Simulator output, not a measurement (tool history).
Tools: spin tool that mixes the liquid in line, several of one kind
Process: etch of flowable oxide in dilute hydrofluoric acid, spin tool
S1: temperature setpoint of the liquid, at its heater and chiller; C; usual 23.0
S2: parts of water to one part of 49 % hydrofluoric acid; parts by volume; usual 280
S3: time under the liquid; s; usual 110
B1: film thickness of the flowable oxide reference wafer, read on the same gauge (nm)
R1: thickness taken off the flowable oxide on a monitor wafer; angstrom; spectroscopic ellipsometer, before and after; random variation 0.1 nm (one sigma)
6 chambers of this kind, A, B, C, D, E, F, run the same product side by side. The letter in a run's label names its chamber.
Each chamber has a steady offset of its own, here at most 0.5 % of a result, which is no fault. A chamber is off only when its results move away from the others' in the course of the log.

Run 1B, day 0.296: usual settings; B1 139.98. Result: R1 121.680 angstrom.
Run 2A, day 0.500: usual settings; B1 140.01. Result: R1 122.870 angstrom.
Run 3C, day 0.762: usual settings; B1 139.98. Result: R1 123.360 angstrom.
Run 4E, day 1.133: usual settings; B1 139.99. Result: R1 122.010 angstrom.
Run 5D, day 1.354: usual settings; B1 139.98. Result: R1 123.940 angstrom.
Run 6F, day 1.558: usual settings; B1 140.00. Result: R1 123.060 angstrom.
Run 7C, day 1.946: usual settings; B1 140.00. Result: R1 123.680 angstrom.
Run 8A, day 2.225: usual settings; B1 140.00. Result: R1 124.020 angstrom.
Run 9B, day 2.404: usual settings; B1 139.99. Result: R1 122.480 angstrom.
Run 10E, day 2.633: usual settings; B1 140.00. Result: R1 123.130 angstrom.
Run 11D, day 2.829: usual settings; B1 140.00. Result: R1 121.900 angstrom.
Run 12F, day 3.229: usual settings; B1 140.00. Result: R1 124.690 angstrom.
Run 13B, day 3.454: usual settings; B1 140.00. Result: R1 121.040 angstrom.
Run 14C, day 3.750: usual settings; B1 139.99. Result: R1 120.890 angstrom.
Run 15F, day 3.946: usual settings; B1 139.99. Result: R1 122.970 angstrom.
Run 16D, day 4.192: usual settings but S2 390 parts by volume, S3 60 s; B1 139.99. Result: R1 43.878 angstrom.
Run 17E, day 4.567: usual settings but S2 390 parts by volume, S3 60 s; B1 139.99. Result: R1 43.052 angstrom.
Run 18A, day 4.958: usual settings but S2 390 parts by volume, S3 60 s; B1 140.01. Result: R1 43.404 angstrom.
At day 5.071: chamber A: hydrofluoric acid flow meter replaced.
Run 19F, day 5.358: usual settings but S2 390 parts by volume, S3 60 s; B1 139.99. Result: R1 44.444 angstrom.
Run 20D, day 5.650: usual settings but S2 390 parts by volume, S3 60 s; B1 140.00. Result: R1 43.917 angstrom.
Run 21C, day 6.054: usual settings but S2 390 parts by volume, S3 60 s; B1 140.01. Result: R1 43.633 angstrom.
Run 22E, day 6.383: usual settings; B1 140.01. Result: R1 122.630 angstrom.
Run 23B, day 6.562: usual settings; B1 140.01. Result: R1 121.710 angstrom.
Run 24A, day 6.754: usual settings; B1 139.98. Result: R1 122.150 angstrom.
Run 25F, day 7.158: usual settings; B1 140.02. Result: R1 124.700 angstrom.
Run 26A, day 7.346: usual settings but S1 28.0 C; B1 140.01. Result: R1 146.070 angstrom.
Run 27E, day 7.529: usual settings but S1 28.0 C; B1 140.00. Result: R1 144.790 angstrom.
Run 28D, day 7.775: usual settings but S1 28.0 C; B1 140.01. Result: R1 143.890 angstrom.
Run 29C, day 8.004: usual settings but S1 28.0 C; B1 140.01. Result: R1 145.430 angstrom.
Run 30B, day 8.354: usual settings but S1 28.0 C; B1 139.99. Result: R1 147.860 angstrom.
Run 31E, day 8.579: usual settings but S1 28.0 C; B1 140.01. Result: R1 144.940 angstrom.
Run 32B, day 8.896: usual settings; B1 140.01. Result: R1 123.620 angstrom.
Run 33D, day 9.267: usual settings; B1 140.01. Result: R1 123.070 angstrom.
Run 34A, day 9.600: usual settings; B1 140.01. Result: R1 121.370 angstrom.
Run 35F, day 9.800: usual settings but S2 170 parts by volume, S3 130 s; B1 139.98. Result: R1 276.610 angstrom.
Run 36C, day 10.008: usual settings but S2 170 parts by volume, S3 130 s; B1 140.01. Result: R1 268.160 angstrom.

Next, every chamber runs the same settings. What will each give?
Run 37A, day 10.300: usual settings but S1 25.5 C. Result: R1 ?.
Run 37B, day 10.300: usual settings but S1 25.5 C. Result: R1 ?.
Run 37C, day 10.300: usual settings but S1 25.5 C. Result: R1 ?.
Run 37D, day 10.300: usual settings but S1 25.5 C. Result: R1 ?.
Run 37E, day 10.300: usual settings but S1 25.5 C. Result: R1 ?.
Run 37F, day 10.300: usual settings but S1 25.5 C. Result: R1 ?.

run       R1
37A  134.500
37B  133.410
37C  133.990
37D  134.450
37E  134.800
37F  139.240
